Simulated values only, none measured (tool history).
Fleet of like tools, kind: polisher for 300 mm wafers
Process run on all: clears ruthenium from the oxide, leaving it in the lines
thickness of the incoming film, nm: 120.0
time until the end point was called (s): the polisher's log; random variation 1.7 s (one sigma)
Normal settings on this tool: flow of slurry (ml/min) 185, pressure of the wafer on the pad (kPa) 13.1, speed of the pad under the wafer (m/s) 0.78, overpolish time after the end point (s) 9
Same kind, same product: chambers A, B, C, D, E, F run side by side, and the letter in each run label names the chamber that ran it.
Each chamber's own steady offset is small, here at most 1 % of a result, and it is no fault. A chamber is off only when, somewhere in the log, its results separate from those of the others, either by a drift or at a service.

run,hour,flow of slurry (ml/min),pressure of the wafer on the pad (kPa),speed of the pad under the wafer (m/s),overpolish time after the end point (s),time until the end point was called (s)
# hour 6.4: chamber F: slurry nozzle cleaned
1B,8.7,185,13.1,0.78,9,141.58
2C,14.8,185,13.1,0.78,9,143.98
3D,24.4,185,13.1,0.78,9,138.76
4E,32.4,185,13.1,0.78,9,142.56
5F,40.5,185,13.1,0.78,9,144.19
# hour 46.9: chamber D: worn pad replaced by a new one
6A,47.7,125,13.1,0.78,9,153.41
# hour 49.3: chamber E: worn pad replaced by a new one
# hour 50.2: chamber B: worn pad replaced by a new one
# hour 50.3: chamber A: worn pad replaced by a new one
7A,57.4,125,13.1,0.78,9,149.62
8B,66.1,125,13.1,0.78,9,151
# hour 69.1: chamber F: worn pad replaced by a new one
# hour 72.5: chamber C: worn pad replaced by a new one
9D,75.2,125,13.1,0.78,9,151.86
10C,86.7,125,13.1,0.78,9,155.01
11E,95,125,13.1,0.78,9,153.84
# hour 101.4: chamber C: slurry nozzle cleaned
12F,105.7,185,13.1,0.86,9,132.86
13D,116.1,185,13.1,0.86,9,130.91
14C,122.1,185,13.1,0.86,9,126.18
# hour 127.9: chamber D: worn pad replaced by a new one
# hour 129.4: chamber E: worn pad replaced by a new one
15A,134.1,185,13.1,0.86,9,131.31
16E,139.9,185,13.1,0.86,9,132.26
# hour 140: chamber C: worn pad replaced by a new one
# hour 140.2: chamber B: worn pad replaced by a new one
# hour 141.5: chamber F: worn pad replaced by a new one
17B,147,185,13.1,0.86,9,133.19
18F,157.5,185,13.1,0.78,9,144.63
# hour 158.3: chamber E: slurry nozzle cleaned
# hour 165.2: chamber A: worn pad replaced by a new one
19C,167.1,185,13.1,0.78,9,140.83
20D,173.1,185,13.1,0.78,9,143.73
# hour 177.6: chamber F: head pressure recalibrated
21A,182.4,185,13.1,0.78,9,141.89
22F,193.5,185,13.1,0.78,9,142.73
# hour 194.3: chamber D: worn pad replaced by a new one
23B,199.7,185,9,1.04,9,162.18
# hour 207.5: chamber E: worn pad replaced by a new one
24E,207.8,185,9,1.04,9,159.12
25F,215.8,185,9,1.04,9,158.19
# hour 221.2: chamber B: worn pad replaced by a new one
# hour 222.4: chamber C: head pressure recalibrated
26D,222.6,185,9,1.04,9,156.46
# hour 224.5: chamber F: worn pad replaced by a new one
# hour 227.2: chamber C: worn pad replaced by a new one
27B,228.3,185,9,1.04,9,164.2
# hour 229.6: chamber A: slurry nozzle cleaned
28C,240,185,9,1.04,9,153.42
29E,246.3,240,13.1,0.78,11,138.85
30A,258.9,240,13.1,0.78,11,138.58
31F,271,240,13.1,0.78,11,138.71
# hour 273.4: chamber D: worn pad replaced by a new one
# hour 276.6: chamber E: worn pad replaced by a new one
# hour 280.3: chamber A: worn pad replaced by a new one
32E,283,240,13.1,0.78,11,135.61
# hour 288.6: chamber B: slurry nozzle cleaned
# hour 289: chamber D: slurry nozzle cleaned
33C,290.2,240,13.1,0.78,11,135.97
# hour 297.6: chamber C: worn pad replaced by a new one
34B,299.1,240,13.1,0.78,11,150.86
# hour 302.6: chamber F: worn pad replaced by a new one
35D,309.9,185,13.1,0.78,9,143.36
# hour 317.6: chamber B: worn pad replaced by a new one
36A,321.1,185,13.1,0.78,9,143.06
37D,326.9,185,16.5,0.78,9,112.08
# hour 332.8: chamber E: head pressure recalibrated
38F,339.4,185,16.5,0.78,9,112.65
39B,352.1,185,16.5,0.78,9,125.31
40C,359.2,185,16.5,0.78,9,112.72
# hour 363.1: chamber E: worn pad replaced by a new one
41E,370.3,185,16.5,0.78,9,115.79
42A,380.6,185,16.5,0.78,9,110.68

All 6 chambers run these settings next. Forecast each chamber's results:
43A,389.9,185,13.1,0.78,9,?
43B,389.9,185,13.1,0.78,9,?
43C,389.9,185,13.1,0.78,9,?
43D,389.9,185,13.1,0.78,9,?
43E,389.9,185,13.1,0.78,9,?
43F,389.9,185,13.1,0.78,9,?

run,time until the end point was called (s)
43A,141.61
43B,161.21
43C,143.02
43D,142.31
43E,142.2
43F,143.52
